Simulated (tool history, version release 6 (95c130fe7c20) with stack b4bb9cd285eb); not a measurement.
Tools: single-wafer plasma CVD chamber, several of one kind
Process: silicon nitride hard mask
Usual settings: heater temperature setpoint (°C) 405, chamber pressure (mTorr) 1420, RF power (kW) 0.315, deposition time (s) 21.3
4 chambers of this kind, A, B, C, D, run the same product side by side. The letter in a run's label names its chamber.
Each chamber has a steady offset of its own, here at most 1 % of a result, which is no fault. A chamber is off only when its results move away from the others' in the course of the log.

run   hour  heater temperature setpoint (°C)  chamber pressure (mTorr)  RF power (kW)  deposition time (s)  read-back reference wafer on the same gauge, thickness_nm  mean film thickness on the monitor wafer (nm)
 1B    6.2                               405                      1420          0.315                 21.3                                                     25.985                                         24.331
 2D   12.0                               405                      1420          0.315                 21.3                                                     26.003                                         24.366
 3C   20.3                               405                      1420          0.315                 21.3                                                     26.003                                         24.466
 4A   32.4                               405                      1420          0.315                 21.3                                                     25.996                                         24.560
 5C   43.6                               405                      1420          0.315                 21.3                                                     25.998                                         24.335
 6A   52.5                               405                      1420          0.315                 21.3                                                     26.028                                         24.246
 7D   64.9                               405                      1420          0.315                 21.3                                                     26.001                                         24.466
 8B   71.1                               405                      1420          0.315                 23.8                                                     26.003                                         27.039
 9B   82.8                               405                      1420          0.315                 23.8                                                     26.001                                         27.077
10C   92.5                               405                      1420          0.315                 23.8                                                     25.993                                         27.312
11D   99.9                               405                      1420          0.315                 23.8                                                     26.007                                         27.379
     105.3  -- chamber D: capacitance manometer re-zeroed and calibrated
12A  106.3                               405                      1420          0.315                 21.3                                                     25.999                                         24.510
13C  118.4                               405                      1200          0.315                 21.3                                                     26.005                                         23.069
14B  125.1                               405                      1200          0.315                 21.3                                                     26.008                                         22.913
15A  130.6                               405                      1200          0.315                 21.3                                                     26.005                                         23.267
16D  136.9                               405                      1200          0.315                 21.3                                                     26.009                                         23.709
17A  144.0                               405                      1420          0.315                 21.3                                                     26.007                                         24.554
18D  155.5                               405                      1420          0.315                 21.3                                                     26.023                                         24.931
19B  162.2                               405                      1420          0.315                 21.3                                                     26.010                                         24.121
20C  169.2                               405                      1420          0.315                 21.3                                                     25.987                                         24.396
21A  179.6                               405                      1420          0.315                 21.3                                                     25.995                                         24.404
22B  191.3                               405                      1420          0.315                 21.3                                                     25.984                                         24.326
23D  203.6                               405                      1420          0.275                 21.3                                                     26.007                                         22.920
24C  212.3                               405                      1420          0.275                 21.3                                                     25.998                                         22.315
25C  224.4                               405                      1420          0.275                 21.3                                                     25.982                                         22.275
26A  233.6                               405                      1420          0.275                 21.3                                                     26.005                                         22.413
27D  244.9                               405                      1420          0.315                 21.3                                                     26.011                                         25.068
28B  250.7                               405                      1420          0.315                 21.3                                                     25.994                                         24.173
29D  258.1                               405                      1420          0.315                 21.3                                                     25.976                                         25.046
30A  267.1                               405                      1420          0.315                 21.3                                                     26.022                                         24.364
31B  276.9                               405                      1420          0.315                 21.3                                                     26.025                                         24.324
32C  286.4                               405                      1420          0.315                 21.3                                                     25.986                                         24.431
33A  295.3                               405                      1420          0.315                 21.3                                                     25.989                                         24.480

What goes on in this fleet: one chamber off, a drifting gauge, or nothing beyond the chambers' own small offsets? Name the chamber and the cause, if any.

A service left chamber D off against the others.
Cause: true pressure above the setpoint (%) = 7.62.

Here are 4 candidates for chamber D's next run, each the usual settings with a change, their results left as question marks. Which one brings its results back in line with what the others give on the usual settings?
In line means no further than this from the other chambers' mean on the usual settings: mean film thickness on the monitor wafer (nm) 0.250
34D-1  304.4                               405                      1420          0.315                 21.9                                                                                                         ?
34D-2  304.4                               405                      1430          0.315                 21.5                                                                                                         ?
34D-3  304.4                               405                      1390          0.305                 21.3                                                                                                         ?
34D-4  304.4                               405                      1420          0.315                 21.1                                                                                                         ?

The other chambers' mean on the usual settings: mean film thickness on the monitor wafer (nm) 24.369
  run  mean film thickness on the monitor wafer (nm)
34D-1                                         25.679
34D-2                                         25.262
34D-3                                         24.292
34D-4                                         24.743
34D-3 brings the chamber back in line.

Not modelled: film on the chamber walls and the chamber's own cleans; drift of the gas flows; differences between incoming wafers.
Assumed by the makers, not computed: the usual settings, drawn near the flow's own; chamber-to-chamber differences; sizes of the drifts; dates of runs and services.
